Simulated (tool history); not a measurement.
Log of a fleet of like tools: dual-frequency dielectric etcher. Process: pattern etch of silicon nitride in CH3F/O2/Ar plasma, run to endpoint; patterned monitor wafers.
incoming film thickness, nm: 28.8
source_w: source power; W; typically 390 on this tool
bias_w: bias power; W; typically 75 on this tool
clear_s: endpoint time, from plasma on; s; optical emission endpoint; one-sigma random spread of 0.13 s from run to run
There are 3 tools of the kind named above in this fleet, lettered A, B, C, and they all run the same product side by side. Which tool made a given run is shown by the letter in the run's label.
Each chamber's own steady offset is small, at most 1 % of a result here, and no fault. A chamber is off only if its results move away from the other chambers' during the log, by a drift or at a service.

run,hour,source_w,bias_w,clear_s
1B,5.8,390,75,40.824
2C,10.5,390,75,41.197
3A,16.1,390,75,41.395
4A,19.7,390,75,41.525
5C,25.3,390,75,41.279
6B,30.6,390,75,41.163
7A,33.6,390,75,41.332
8B,39.7,390,75,41.268
9C,44.7,340,75,43.69
10C,50.6,340,75,43.407
11B,56.8,340,75,43.475
# hour 61.7: chamber B: wet clean of the chamber
12A,62.5,390,75,41.273
13A,68.6,470,84,37.122
14B,72.4,470,84,36.838
15C,78.7,470,84,37.404
# hour 79.6: chamber A: source power generator calibrated
16C,85.2,390,75,41.566
17A,88,490,62,40.376
18B,90.8,490,62,40.188
19C,96.7,490,62,40.824
20A,103,390,75,41.312
21B,108.6,390,75,41.19
22A,112.1,390,75,41.186
23B,117.4,390,85,39.434
24C,122.9,390,85,40.295
25B,125.8,390,85,39.227
26C,131.8,390,75,41.881
27A,136.8,390,75,41.321
28A,142.8,390,75,41.219
29B,146.3,420,57,43.808
30C,151.6,420,57,45.174
31B,157,420,57,43.959
32C,162.7,390,75,42.384

Decide between three cases: one chamber stands off from its peers, the gauge reading all wafers drifts, or nothing is wrong past each chamber's small offset. Where a chamber is off, say which and what most likely put it there.

Little by little, chamber C moves away from the other chambers.
Cause: etch rate under this chamber's usual, % = 2.37.
The log may not separate it from: source power that arrives under what is set, %.

Chamber C could run next with any of the 4 candidate recipes listed below; each alters the usual settings, and their results appear as question marks. Which one brings its results back in line with what the other chambers deliver on the usual settings?
In-line tolerance around the mean of the other chambers on the usual settings: clear_s 0.45 s
33C-1,167.3,360,71,?
33C-2,167.3,440,75,?
33C-3,167.3,390,70,?
33C-4,167.3,400,78,?

Usual-settings mean across the other chambers: clear_s 41.227 s
run,clear_s
33C-1,44.412
33C-2,40.406
33C-3,43.31
33C-4,41.303
Change 33C-4 lands the chamber within the allowed miss of the other chambers.
